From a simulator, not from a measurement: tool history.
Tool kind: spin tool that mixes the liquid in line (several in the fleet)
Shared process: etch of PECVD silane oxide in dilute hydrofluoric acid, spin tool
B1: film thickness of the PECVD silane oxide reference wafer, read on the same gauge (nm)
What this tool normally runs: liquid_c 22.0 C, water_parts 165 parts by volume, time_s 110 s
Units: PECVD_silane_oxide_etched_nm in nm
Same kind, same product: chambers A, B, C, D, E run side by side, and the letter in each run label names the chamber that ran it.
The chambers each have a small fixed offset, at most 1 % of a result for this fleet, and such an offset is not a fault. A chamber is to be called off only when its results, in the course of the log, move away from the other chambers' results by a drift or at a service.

{"run": "1B", "hour": 3.4, "liquid_c": 22.0, "water_parts": 165, "time_s": 110, "B1": 39.966, "PECVD_silane_oxide_etched_nm": 12.117}
{"run": "2C", "hour": 6.6, "liquid_c": 22.0, "water_parts": 165, "time_s": 110, "B1": 40.029, "PECVD_silane_oxide_etched_nm": 12.311}
{"run": "3A", "hour": 9.9, "liquid_c": 22.0, "water_parts": 165, "time_s": 110, "B1": 39.976, "PECVD_silane_oxide_etched_nm": 12.316}
{"run": "4D", "hour": 12.9, "liquid_c": 22.0, "water_parts": 165, "time_s": 110, "B1": 40.022, "PECVD_silane_oxide_etched_nm": 12.309}
{"run": "5E", "hour": 16.1, "liquid_c": 22.0, "water_parts": 165, "time_s": 75, "B1": 40.017, "PECVD_silane_oxide_etched_nm": 8.3329}
{"run": "6D", "hour": 20.7, "liquid_c": 22.0, "water_parts": 165, "time_s": 75, "B1": 39.997, "PECVD_silane_oxide_etched_nm": 8.4699}
{"run": "7B", "hour": 25.5, "liquid_c": 22.0, "water_parts": 165, "time_s": 75, "B1": 40.0, "PECVD_silane_oxide_etched_nm": 8.291}
{"run": "8A", "hour": 28.8, "liquid_c": 22.0, "water_parts": 165, "time_s": 75, "B1": 39.957, "PECVD_silane_oxide_etched_nm": 8.3593}
{"run": "9E", "hour": 33.4, "liquid_c": 22.0, "water_parts": 165, "time_s": 75, "B1": 39.978, "PECVD_silane_oxide_etched_nm": 8.4031}
{"run": "10C", "hour": 38.1, "liquid_c": 22.0, "water_parts": 165, "time_s": 110, "B1": 40.024, "PECVD_silane_oxide_etched_nm": 12.435}
{"run": "11B", "hour": 42.8, "liquid_c": 18.0, "water_parts": 165, "time_s": 110, "B1": 39.976, "PECVD_silane_oxide_etched_nm": 10.484}
{"run": "12E", "hour": 47.8, "liquid_c": 18.0, "water_parts": 165, "time_s": 110, "B1": 40.025, "PECVD_silane_oxide_etched_nm": 10.417}
{"run": "13A", "hour": 50.5, "liquid_c": 18.0, "water_parts": 165, "time_s": 110, "B1": 40.019, "PECVD_silane_oxide_etched_nm": 10.63}
{"run": "14C", "hour": 54.8, "liquid_c": 18.0, "water_parts": 165, "time_s": 110, "B1": 39.983, "PECVD_silane_oxide_etched_nm": 10.679}
{"run": "15D", "hour": 60.4, "liquid_c": 18.0, "water_parts": 165, "time_s": 110, "B1": 39.99, "PECVD_silane_oxide_etched_nm": 10.604}
{"run": "16B", "hour": 65.1, "liquid_c": 22.0, "water_parts": 165, "time_s": 110, "B1": 40.032, "PECVD_silane_oxide_etched_nm": 12.241}
{"run": "17E", "hour": 69.8, "liquid_c": 26.5, "water_parts": 220, "time_s": 110, "B1": 40.016, "PECVD_silane_oxide_etched_nm": 10.2}
{"run": "18D", "hour": 74.8, "liquid_c": 26.5, "water_parts": 220, "time_s": 110, "B1": 40.022, "PECVD_silane_oxide_etched_nm": 10.261}
{"run": "19A", "hour": 77.7, "liquid_c": 26.5, "water_parts": 220, "time_s": 110, "B1": 40.002, "PECVD_silane_oxide_etched_nm": 10.273}
{"run": "20C", "hour": 83.3, "liquid_c": 26.5, "water_parts": 220, "time_s": 110, "B1": 40.005, "PECVD_silane_oxide_etched_nm": 10.744}
{"run": "21A", "hour": 89.1, "liquid_c": 26.5, "water_parts": 220, "time_s": 110, "B1": 40.017, "PECVD_silane_oxide_etched_nm": 10.252}
{"run": "22B", "hour": 92.7, "liquid_c": 22.0, "water_parts": 165, "time_s": 110, "B1": 40.009, "PECVD_silane_oxide_etched_nm": 12.218}
{"run": "23C", "hour": 95.4, "liquid_c": 22.0, "water_parts": 165, "time_s": 65, "B1": 40.022, "PECVD_silane_oxide_etched_nm": 7.5958}
{"run": "24E", "hour": 98.7, "liquid_c": 22.0, "water_parts": 165, "time_s": 65, "B1": 39.988, "PECVD_silane_oxide_etched_nm": 7.1407}
{"run": "25D", "hour": 102.5, "liquid_c": 22.0, "water_parts": 165, "time_s": 65, "B1": 39.984, "PECVD_silane_oxide_etched_nm": 7.2704}
{"run": "26B", "hour": 105.2, "liquid_c": 22.0, "water_parts": 165, "time_s": 65, "B1": 40.021, "PECVD_silane_oxide_etched_nm": 7.2871}
{"run": "27E", "hour": 110.1, "liquid_c": 22.0, "water_parts": 165, "time_s": 65, "B1": 40.036, "PECVD_silane_oxide_etched_nm": 7.2348}
{"run": "28D", "hour": 115.8, "liquid_c": 22.0, "water_parts": 165, "time_s": 110, "B1": 39.986, "PECVD_silane_oxide_etched_nm": 12.408}
{"run": "29C", "hour": 121.2, "liquid_c": 22.0, "water_parts": 165, "time_s": 170, "B1": 39.95, "PECVD_silane_oxide_etched_nm": 20.323}
{"run": "30A", "hour": 125.7, "liquid_c": 22.0, "water_parts": 165, "time_s": 170, "B1": 40.001, "PECVD_silane_oxide_etched_nm": 19.07}
{"run": "31C", "hour": 128.9, "liquid_c": 22.0, "water_parts": 165, "time_s": 170, "B1": 39.996, "PECVD_silane_oxide_etched_nm": 20.523}
{"run": "32E", "hour": 133.2, "liquid_c": 22.0, "water_parts": 165, "time_s": 170, "B1": 40.05, "PECVD_silane_oxide_etched_nm": 18.761}
{"run": "33D", "hour": 135.9, "liquid_c": 22.0, "water_parts": 165, "time_s": 170, "B1": 39.981, "PECVD_silane_oxide_etched_nm": 19.183}

Each of the 5 chambers runs these same settings next. Fill in every chamber's results:
{"run": "34A", "hour": 140.1, "liquid_c": 22.0, "water_parts": 210, "time_s": 110, "PECVD_silane_oxide_etched_nm": "?"}
{"run": "34B", "hour": 140.1, "liquid_c": 22.0, "water_parts": 210, "time_s": 110, "PECVD_silane_oxide_etched_nm": "?"}
{"run": "34C", "hour": 140.1, "liquid_c": 22.0, "water_parts": 210, "time_s": 110, "PECVD_silane_oxide_etched_nm": "?"}
{"run": "34D", "hour": 140.1, "liquid_c": 22.0, "water_parts": 210, "time_s": 110, "PECVD_silane_oxide_etched_nm": "?"}
{"run": "34E", "hour": 140.1, "liquid_c": 22.0, "water_parts": 210, "time_s": 110, "PECVD_silane_oxide_etched_nm": "?"}

run=34A PECVD_silane_oxide_etched_nm=9.1598
run=34B PECVD_silane_oxide_etched_nm=9.1300
run=34C PECVD_silane_oxide_etched_nm=9.9342
run=34D PECVD_silane_oxide_etched_nm=9.2901
run=34E PECVD_silane_oxide_etched_nm=9.1826
